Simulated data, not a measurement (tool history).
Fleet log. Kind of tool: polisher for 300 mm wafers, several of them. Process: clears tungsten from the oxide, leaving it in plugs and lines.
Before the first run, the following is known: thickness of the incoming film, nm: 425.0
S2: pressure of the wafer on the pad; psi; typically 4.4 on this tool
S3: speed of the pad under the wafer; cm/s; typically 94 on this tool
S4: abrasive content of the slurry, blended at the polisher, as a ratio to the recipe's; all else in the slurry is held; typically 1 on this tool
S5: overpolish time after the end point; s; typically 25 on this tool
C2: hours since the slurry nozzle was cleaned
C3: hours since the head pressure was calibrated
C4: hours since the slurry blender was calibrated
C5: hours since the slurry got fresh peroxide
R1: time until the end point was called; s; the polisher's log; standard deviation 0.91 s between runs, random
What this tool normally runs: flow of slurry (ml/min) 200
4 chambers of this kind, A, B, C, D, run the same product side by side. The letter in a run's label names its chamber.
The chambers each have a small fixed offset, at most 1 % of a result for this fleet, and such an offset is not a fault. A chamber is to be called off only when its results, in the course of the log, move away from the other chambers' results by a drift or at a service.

-- hour=4.4 chamber D: worn pad replaced by a new one
run 1D hour=11.3 | flow_of_slurry_(ml/min)=200 S2=4.4 S3=94 S4=1 S5=25 | wafers_polished_on_this_pad=68 C2=365.2 C3=129.9 C4=354.4 C5=38.4 | R1=76.351
-- hour=16.0 chamber A: worn pad replaced by a new one
run 2B hour=19.8 | flow_of_slurry_(ml/min)=200 S2=4.4 S3=94 S4=1 S5=25 | wafers_polished_on_this_pad=543 C2=88.1 C3=256.1 C4=25.7 C5=31.8 | R1=76.583
-- hour=26.5 chamber B: worn pad replaced by a new one
run 3C hour=31.5 | flow_of_slurry_(ml/min)=200 S2=4.4 S3=94 S4=1 S5=25 | wafers_polished_on_this_pad=513 C2=229.9 C3=448.8 C4=58.0 C5=115.3 | R1=76.515
run 4A hour=39.6 | flow_of_slurry_(ml/min)=200 S2=4.4 S3=94 S4=1 S5=25 | wafers_polished_on_this_pad=232 C2=171.9 C3=98.5 C4=187.7 C5=75.7 | R1=75.046
-- hour=40.5 chamber C: worn pad replaced by a new one
run 5B hour=46.5 | flow_of_slurry_(ml/min)=200 S2=4.4 S3=94 S4=1 S5=25 | wafers_polished_on_this_pad=196 C2=114.8 C3=282.8 C4=52.4 C5=58.5 | R1=77.602
-- hour=56.1 chamber A: slurry tank refilled with fresh slurry and peroxide
-- hour=58.0 chamber D: worn pad replaced by a new one
run 6D hour=58.9 | flow_of_slurry_(ml/min)=235 S2=4.4 S3=94 S4=1 S5=25 | wafers_polished_on_this_pad=8 C2=412.8 C3=177.5 C4=402.0 C5=86.0 | R1=74.532
run 7A hour=72.3 | flow_of_slurry_(ml/min)=235 S2=4.4 S3=94 S4=1 S5=25 | wafers_polished_on_this_pad=552 C2=204.6 C3=131.2 C4=220.4 C5=16.3 | R1=75.927
-- hour=77.0 chamber B: head pressure recalibrated
-- hour=78.7 chamber D: slurry tank refilled with fresh slurry and peroxide
run 8C hour=82.0 | flow_of_slurry_(ml/min)=235 S2=4.4 S3=94 S4=1 S5=25 | wafers_polished_on_this_pad=407 C2=280.4 C3=499.3 C4=108.5 C5=165.8 | R1=72.248
-- hour=93.6 chamber C: worn pad replaced by a new one
run 9C hour=94.7 | flow_of_slurry_(ml/min)=235 S2=4.4 S3=94 S4=1 S5=25 | wafers_polished_on_this_pad=11 C2=293.1 C3=512.0 C4=121.2 C5=178.5 | R1=74.839
-- hour=102.5 chamber B: worn pad replaced by a new one
run 10A hour=104.9 | flow_of_slurry_(ml/min)=200 S2=4.4 S3=82 S4=1 S5=36 | wafers_polished_on_this_pad=872 C2=237.2 C3=163.8 C4=253.0 C5=48.9 | R1=88.214
-- hour=105.0 chamber A: worn pad replaced by a new one
-- hour=111.2 chamber D: worn pad replaced by a new one
run 11D hour=114.9 | flow_of_slurry_(ml/min)=200 S2=4.4 S3=82 S4=1 S5=36 | wafers_polished_on_this_pad=37 C2=468.8 C3=233.5 C4=458.0 C5=36.3 | R1=88.109
-- hour=118.8 chamber D: slurry blender recalibrated
-- hour=120.1 chamber C: slurry tank refilled with fresh slurry and peroxide
run 12B hour=124.2 | flow_of_slurry_(ml/min)=200 S2=4.4 S3=82 S4=1 S5=36 | wafers_polished_on_this_pad=212 C2=192.5 C3=47.2 C4=130.1 C5=136.2 | R1=88.455
run 13B hour=134.2 | flow_of_slurry_(ml/min)=200 S2=4.4 S3=82 S4=1 S5=36 | wafers_polished_on_this_pad=311 C2=202.5 C3=57.2 C4=140.1 C5=146.2 | R1=85.292
-- hour=134.5 chamber B: slurry tank refilled with fresh slurry and peroxide
-- hour=140.5 chamber A: slurry tank refilled with fresh slurry and peroxide
-- hour=141.3 chamber C: slurry blender recalibrated
run 14A hour=143.6 | flow_of_slurry_(ml/min)=200 S2=4.4 S3=94 S4=1 S5=25 | wafers_polished_on_this_pad=378 C2=275.9 C3=202.5 C4=291.7 C5=3.2 | R1=75.543
-- hour=147.7 chamber C: worn pad replaced by a new one
run 15C hour=155.4 | flow_of_slurry_(ml/min)=200 S2=4.4 S3=94 S4=1 S5=25 | wafers_polished_on_this_pad=75 C2=353.8 C3=572.7 C4=14.1 C5=35.4 | R1=76.582
-- hour=161.1 chamber B: slurry nozzle cleaned
run 16D hour=165.3 | flow_of_slurry_(ml/min)=200 S2=4.4 S3=94 S4=1 S5=25 | wafers_polished_on_this_pad=531 C2=519.2 C3=283.9 C4=46.6 C5=86.7 | R1=76.451
-- hour=168.0 chamber D: worn pad replaced by a new one
-- hour=173.6 chamber B: worn pad replaced by a new one
run 17B hour=176.1 | flow_of_slurry_(ml/min)=150 S2=4.4 S3=80 S4=1 S5=25 | wafers_polished_on_this_pad=25 C2=15.1 C3=99.1 C4=182.0 C5=41.6 | R1=94.555
-- hour=182.2 chamber A: slurry nozzle cleaned
run 18D hour=188.3 | flow_of_slurry_(ml/min)=150 S2=4.4 S3=80 S4=1 S5=25 | wafers_polished_on_this_pad=199 C2=542.2 C3=306.9 C4=69.6 C5=109.7 | R1=92.526
run 19A hour=196.3 | flow_of_slurry_(ml/min)=150 S2=4.4 S3=80 S4=1 S5=25 | wafers_polished_on_this_pad=895 C2=14.1 C3=255.2 C4=344.4 C5=55.9 | R1=93.196
run 20C hour=204.7 | flow_of_slurry_(ml/min)=150 S2=4.4 S3=80 S4=1 S5=25 | wafers_polished_on_this_pad=559 C2=403.1 C3=622.0 C4=63.4 C5=84.7 | R1=94.372
-- hour=210.3 chamber D: slurry tank refilled with fresh slurry and peroxide
run 21D hour=212.8 | flow_of_slurry_(ml/min)=200 S2=4.4 S3=94 S4=1 S5=25 | wafers_polished_on_this_pad=439 C2=566.7 C3=331.4 C4=94.1 C5=2.6 | R1=75.963
-- hour=216.0 chamber A: slurry tank refilled with fresh slurry and peroxide
-- hour=216.6 chamber A: slurry blender recalibrated
-- hour=216.8 chamber A: worn pad replaced by a new one
-- hour=216.9 chamber C: worn pad replaced by a new one
run 22A hour=219.0 | flow_of_slurry_(ml/min)=200 S2=4.4 S3=94 S4=1 S5=25 | wafers_polished_on_this_pad=21 C2=36.8 C3=277.9 C4=2.5 C5=3.1 | R1=77.616
run 23C hour=228.1 | flow_of_slurry_(ml/min)=200 S2=4.4 S3=94 S4=1 S5=25 | wafers_polished_on_this_pad=110 C2=426.5 C3=645.4 C4=86.8 C5=108.1 | R1=75.634
-- hour=229.0 chamber D: worn pad replaced by a new one
run 24B hour=235.2 | flow_of_slurry_(ml/min)=200 S2=4.4 S3=94 S4=1 S5=25 | wafers_polished_on_this_pad=605 C2=74.2 C3=158.2 C4=241.1 C5=100.7 | R1=77.308
run 25A hour=241.6 | flow_of_slurry_(ml/min)=200 S2=4.4 S3=94 S4=1 S5=25 | wafers_polished_on_this_pad=243 C2=59.4 C3=300.5 C4=25.1 C5=25.7 | R1=74.992
run 26D hour=247.7 | flow_of_slurry_(ml/min)=200 S2=4.4 S3=94 S4=1 S5=25 | wafers_polished_on_this_pad=184 C2=601.6 C3=366.3 C4=129.0 C5=37.5 | R1=74.159
-- hour=249.2 chamber B: worn pad replaced by a new one
run 27C hour=254.6 | flow_of_slurry_(ml/min)=200 S2=4.4 S3=94 S4=1 S5=25 | wafers_polished_on_this_pad=370 C2=453.0 C3=671.9 C4=113.3 C5=134.6 | R1=77.112
-- hour=261.9 chamber D: slurry nozzle cleaned
run 28B hour=267.1 | flow_of_slurry_(ml/min)=200 S2=4.4 S3=94 S4=1 S5=25 | wafers_polished_on_this_pad=176 C2=106.1 C3=190.1 C4=273.0 C5=132.6 | R1=76.924
-- hour=275.3 chamber C: worn pad replaced by a new one
run 29B hour=279.3 | flow_of_slurry_(ml/min)=200 S2=3.1 S3=94 S4=1 S5=25 | wafers_polished_on_this_pad=296 C2=118.3 C3=202.3 C4=285.2 C5=144.8 | R1=105.920
-- hour=287.7 chamber D: worn pad replaced by a new one
run 30D hour=289.5 | flow_of_slurry_(ml/min)=200 S2=3.1 S3=94 S4=1 S5=25 | wafers_polished_on_this_pad=17 C2=27.7 C3=408.1 C4=170.8 C5=79.3 | R1=105.040
run 31C hour=301.2 | flow_of_slurry_(ml/min)=200 S2=3.1 S3=94 S4=1 S5=25 | wafers_polished_on_this_pad=254 C2=499.6 C3=718.5 C4=159.9 C5=181.2 | R1=106.280

Decide between three cases: one chamber stands off from its peers, the gauge reading all wafers drifts, or nothing is wrong past each chamber's small offset. Where a chamber is off, say which and what most likely put it there.

All chambers stay in line apart from their small fixed offsets, and the gauge does not drift.
